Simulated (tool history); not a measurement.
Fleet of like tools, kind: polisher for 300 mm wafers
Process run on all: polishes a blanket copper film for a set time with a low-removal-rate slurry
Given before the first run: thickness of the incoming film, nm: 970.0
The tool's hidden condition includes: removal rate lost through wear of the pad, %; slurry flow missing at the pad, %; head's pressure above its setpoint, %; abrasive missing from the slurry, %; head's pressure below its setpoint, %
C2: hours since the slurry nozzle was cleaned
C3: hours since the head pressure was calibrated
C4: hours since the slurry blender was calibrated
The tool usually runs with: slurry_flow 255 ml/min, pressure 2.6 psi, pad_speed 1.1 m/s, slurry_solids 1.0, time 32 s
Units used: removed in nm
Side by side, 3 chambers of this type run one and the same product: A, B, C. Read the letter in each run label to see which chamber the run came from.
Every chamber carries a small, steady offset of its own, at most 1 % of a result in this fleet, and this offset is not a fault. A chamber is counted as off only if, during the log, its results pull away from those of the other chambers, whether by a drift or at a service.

-- hour=1.9 chamber C: worn pad replaced by a new one
-- hour=7.3 chamber A: slurry nozzle cleaned
run 1B hour=8.5 | slurry_flow=255 pressure=2.6 pad_speed=1.1 slurry_solids=1.0 time=32 | wafers_polished_on_this_pad=612 C2=521.7 C3=375.9 C4=143.0 | removed=93.284
run 2A hour=17.8 | slurry_flow=255 pressure=2.6 pad_speed=1.1 slurry_solids=1.0 time=32 | wafers_polished_on_this_pad=1005 C2=10.6 C3=66.4 C4=227.5 | removed=93.115
-- hour=24.2 chamber A: worn pad replaced by a new one
run 3C hour=26.3 | slurry_flow=255 pressure=2.6 pad_speed=1.1 slurry_solids=1.0 time=32 | wafers_polished_on_this_pad=354 C2=342.5 C3=1436.4 C4=254.1 | removed=94.324
run 4A hour=31.0 | slurry_flow=255 pressure=2.6 pad_speed=1.1 slurry_solids=1.0 time=32 | wafers_polished_on_this_pad=99 C2=23.8 C3=79.6 C4=240.7 | removed=90.642
run 5C hour=37.9 | slurry_flow=255 pressure=1.9 pad_speed=1.1 slurry_solids=1.0 time=22 | wafers_polished_on_this_pad=522 C2=354.1 C3=1448.0 C4=265.7 | removed=45.626
run 6B hour=42.6 | slurry_flow=255 pressure=1.9 pad_speed=1.1 slurry_solids=1.0 time=22 | wafers_polished_on_this_pad=1106 C2=555.8 C3=410.0 C4=177.1 | removed=45.841
run 7C hour=51.3 | slurry_flow=255 pressure=1.9 pad_speed=1.1 slurry_solids=1.0 time=22 | wafers_polished_on_this_pad=715 C2=367.5 C3=1461.4 C4=279.1 | removed=47.175
run 8B hour=56.2 | slurry_flow=255 pressure=2.6 pad_speed=1.1 slurry_solids=1.0 time=32 | wafers_polished_on_this_pad=1302 C2=569.4 C3=423.6 C4=190.7 | removed=92.646
-- hour=58.1 chamber B: worn pad replaced by a new one
run 9A hour=60.8 | slurry_flow=255 pressure=2.6 pad_speed=1.1 slurry_solids=1.0 time=32 | wafers_polished_on_this_pad=530 C2=53.6 C3=109.4 C4=270.5 | removed=90.893
run 10C hour=69.3 | slurry_flow=255 pressure=2.6 pad_speed=1.1 slurry_solids=1.0 time=32 | wafers_polished_on_this_pad=976 C2=385.5 C3=1479.4 C4=297.1 | removed=92.864
run 11B hour=78.6 | slurry_flow=255 pressure=2.6 pad_speed=1.1 slurry_solids=0.8 time=32 | wafers_polished_on_this_pad=297 C2=591.8 C3=446.0 C4=213.1 | removed=88.975
run 12A hour=86.9 | slurry_flow=255 pressure=2.6 pad_speed=1.1 slurry_solids=0.8 time=32 | wafers_polished_on_this_pad=908 C2=79.7 C3=135.5 C4=296.6 | removed=86.301
run 13B hour=95.8 | slurry_flow=255 pressure=2.6 pad_speed=1.1 slurry_solids=0.8 time=32 | wafers_polished_on_this_pad=546 C2=609.0 C3=463.2 C4=230.3 | removed=88.625
run 14C hour=100.8 | slurry_flow=255 pressure=2.6 pad_speed=1.1 slurry_solids=1.0 time=32 | wafers_polished_on_this_pad=1432 C2=417.0 C3=1510.9 C4=328.6 | removed=93.193
-- hour=104.9 chamber A: worn pad replaced by a new one
-- hour=107.7 chamber C: head pressure recalibrated
run 15A hour=108.9 | slurry_flow=255 pressure=2.6 pad_speed=1.1 slurry_solids=1.0 time=32 | wafers_polished_on_this_pad=58 C2=101.7 C3=157.5 C4=318.6 | removed=92.525
-- hour=114.0 chamber C: worn pad replaced by a new one
run 16A hour=114.4 | slurry_flow=180 pressure=2.6 pad_speed=1.1 slurry_solids=1.0 time=32 | wafers_polished_on_this_pad=138 C2=107.2 C3=163.0 C4=324.1 | removed=89.740
run 17B hour=122.4 | slurry_flow=180 pressure=2.6 pad_speed=1.1 slurry_solids=1.0 time=32 | wafers_polished_on_this_pad=931 C2=635.6 C3=489.8 C4=256.9 | removed=90.174
run 18C hour=129.6 | slurry_flow=180 pressure=2.6 pad_speed=1.1 slurry_solids=1.0 time=32 | wafers_polished_on_this_pad=226 C2=445.8 C3=21.9 C4=357.4 | removed=95.902
run 19A hour=136.2 | slurry_flow=255 pressure=2.6 pad_speed=1.1 slurry_solids=1.0 time=32 | wafers_polished_on_this_pad=453 C2=129.0 C3=184.8 C4=345.9 | removed=93.271
run 20C hour=144.5 | slurry_flow=255 pressure=2.2 pad_speed=1.3 slurry_solids=1.0 time=32 | wafers_polished_on_this_pad=442 C2=460.7 C3=36.8 C4=372.3 | removed=103.000
-- hour=145.3 chamber A: slurry blender recalibrated
run 21B hour=152.6 | slurry_flow=255 pressure=2.2 pad_speed=1.3 slurry_solids=1.0 time=32 | wafers_polished_on_this_pad=1368 C2=665.8 C3=520.0 C4=287.1 | removed=92.022
run 22C hour=157.4 | slurry_flow=255 pressure=2.2 pad_speed=1.3 slurry_solids=1.0 time=32 | wafers_polished_on_this_pad=628 C2=473.6 C3=49.7 C4=385.2 | removed=103.910
run 23B hour=163.2 | slurry_flow=255 pressure=2.6 pad_speed=1.1 slurry_solids=1.0 time=32 | wafers_polished_on_this_pad=1521 C2=676.4 C3=530.6 C4=297.7 | removed=92.411
-- hour=167.3 chamber B: worn pad replaced by a new one
run 24A hour=167.6 | slurry_flow=175 pressure=2.6 pad_speed=1.1 slurry_solids=1.0 time=32 | wafers_polished_on_this_pad=908 C2=160.4 C3=216.2 C4=22.4 | removed=87.693
run 25A hour=176.3 | slurry_flow=175 pressure=2.6 pad_speed=1.1 slurry_solids=1.0 time=32 | wafers_polished_on_this_pad=1033 C2=169.1 C3=224.9 C4=31.1 | removed=90.072
-- hour=179.5 chamber A: worn pad replaced by a new one
run 26C hour=184.9 | slurry_flow=175 pressure=2.6 pad_speed=1.1 slurry_solids=1.0 time=32 | wafers_polished_on_this_pad=1026 C2=501.1 C3=77.2 C4=412.7 | removed=98.458
run 27B hour=194.4 | slurry_flow=255 pressure=2.6 pad_speed=1.1 slurry_solids=1.0 time=32 | wafers_polished_on_this_pad=392 C2=707.6 C3=561.8 C4=328.9 | removed=89.851
run 28B hour=200.8 | slurry_flow=255 pressure=2.6 pad_speed=1.1 slurry_solids=1.0 time=32 | wafers_polished_on_this_pad=485 C2=714.0 C3=568.2 C4=335.3 | removed=90.755
-- hour=206.5 chamber C: slurry blender recalibrated
run 29A hour=209.1 | slurry_flow=255 pressure=2.6 pad_speed=1.1 slurry_solids=1.0 time=24 | wafers_polished_on_this_pad=428 C2=201.9 C3=257.7 C4=63.9 | removed=68.713
run 30C hour=215.9 | slurry_flow=255 pressure=2.6 pad_speed=1.1 slurry_solids=1.0 time=24 | wafers_polished_on_this_pad=1475 C2=532.1 C3=108.2 C4=9.4 | removed=77.426
run 31A hour=221.5 | slurry_flow=255 pressure=2.6 pad_speed=1.1 slurry_solids=1.0 time=24 | wafers_polished_on_this_pad=608 C2=214.3 C3=270.1 C4=76.3 | removed=69.052
-- hour=223.8 chamber C: worn pad replaced by a new one
run 32C hour=226.1 | slurry_flow=255 pressure=2.6 pad_speed=1.1 slurry_solids=1.0 time=32 | wafers_polished_on_this_pad=33 C2=542.3 C3=118.4 C4=19.6 | removed=100.960
run 33B hour=235.2 | slurry_flow=255 pressure=2.6 pad_speed=1.1 slurry_solids=1.0 time=32 | wafers_polished_on_this_pad=983 C2=748.4 C3=602.6 C4=369.7 | removed=92.107
run 34B hour=242.2 | slurry_flow=255 pressure=2.6 pad_speed=1.1 slurry_solids=1.0 time=32 | wafers_polished_on_this_pad=1084 C2=755.4 C3=609.6 C4=376.7 | removed=90.866
-- hour=244.1 chamber B: slurry nozzle cleaned
run 35A hour=251.6 | slurry_flow=255 pressure=2.6 pad_speed=1.1 slurry_solids=1.0 time=32 | wafers_polished_on_this_pad=1043 C2=244.4 C3=300.2 C4=106.4 | removed=90.937
run 36C hour=257.2 | slurry_flow=255 pressure=2.6 pad_speed=1.1 slurry_solids=1.0 time=32 | wafers_polished_on_this_pad=483 C2=573.4 C3=149.5 C4=50.7 | removed=100.100
run 37A hour=262.8 | slurry_flow=255 pressure=2.6 pad_speed=1.1 slurry_solids=1.0 time=32 | wafers_polished_on_this_pad=1205 C2=255.6 C3=311.4 C4=117.6 | removed=92.658
-- hour=263.8 chamber B: slurry blender recalibrated
-- hour=266.6 chamber A: slurry nozzle cleaned
run 38B hour=268.9 | slurry_flow=255 pressure=2.6 pad_speed=1.1 slurry_solids=1.0 time=32 | wafers_polished_on_this_pad=1470 C2=24.8 C3=636.3 C4=5.1 | removed=90.634
-- hour=270.3 chamber B: worn pad replaced by a new one
-- hour=272.7 chamber A: worn pad replaced by a new one
run 39C hour=275.7 | slurry_flow=255 pressure=2.6 pad_speed=1.1 slurry_solids=1.0 time=32 | wafers_polished_on_this_pad=751 C2=591.9 C3=168.0 C4=69.2 | removed=103.130
run 40A hour=284.3 | slurry_flow=255 pressure=2.6 pad_speed=1.1 slurry_solids=1.0 time=32 | wafers_polished_on_this_pad=168 C2=17.8 C3=332.9 C4=139.1 | removed=93.910
run 41C hour=290.2 | slurry_flow=255 pressure=2.6 pad_speed=1.1 slurry_solids=1.0 time=32 | wafers_polished_on_this_pad=961 C2=606.4 C3=182.5 C4=83.7 | removed=105.040
run 42B hour=298.3 | slurry_flow=255 pressure=2.6 pad_speed=1.1 slurry_solids=1.0 time=32 | wafers_polished_on_this_pad=405 C2=54.2 C3=665.7 C4=34.5 | removed=93.664

What goes on in this fleet: one chamber off, a drifting gauge, or nothing beyond the chambers' own small offsets? Name the chamber and the cause, if any.

A service on chamber C put it out of line with the rest.
What lies behind it: head's pressure above its setpoint, % = 10.7.

Which of the 4 candidates below, each the usual settings with something changed and its results left as question marks, puts chamber C back in line with what the other chambers give on the usual settings?
To be in line, a result may differ from the other chambers' mean on the usual settings by at most: removed 4.400 nm
run 43C-1 hour=305.1 | slurry_flow=255 pressure=2.7 pad_speed=1.16 slurry_solids=1.0 time=32 | removed=?
run 43C-2 hour=305.1 | slurry_flow=255 pressure=2.6 pad_speed=0.98 slurry_solids=1.0 time=32 | removed=?
run 43C-3 hour=305.1 | slurry_flow=255 pressure=2.5 pad_speed=1.10 slurry_solids=1.0 time=32 | removed=?
run 43C-4 hour=305.1 | slurry_flow=255 pressure=2.6 pad_speed=1.12 slurry_solids=1.0 time=32 | removed=?

The mean the other chambers reach with the usual settings: removed 92.299 nm
run=43C-1 removed=111.940
run=43C-2 removed=91.113
run=43C-3 removed=98.401
run=43C-4 removed=104.140
43C-2 puts the chamber back in line with the other chambers.
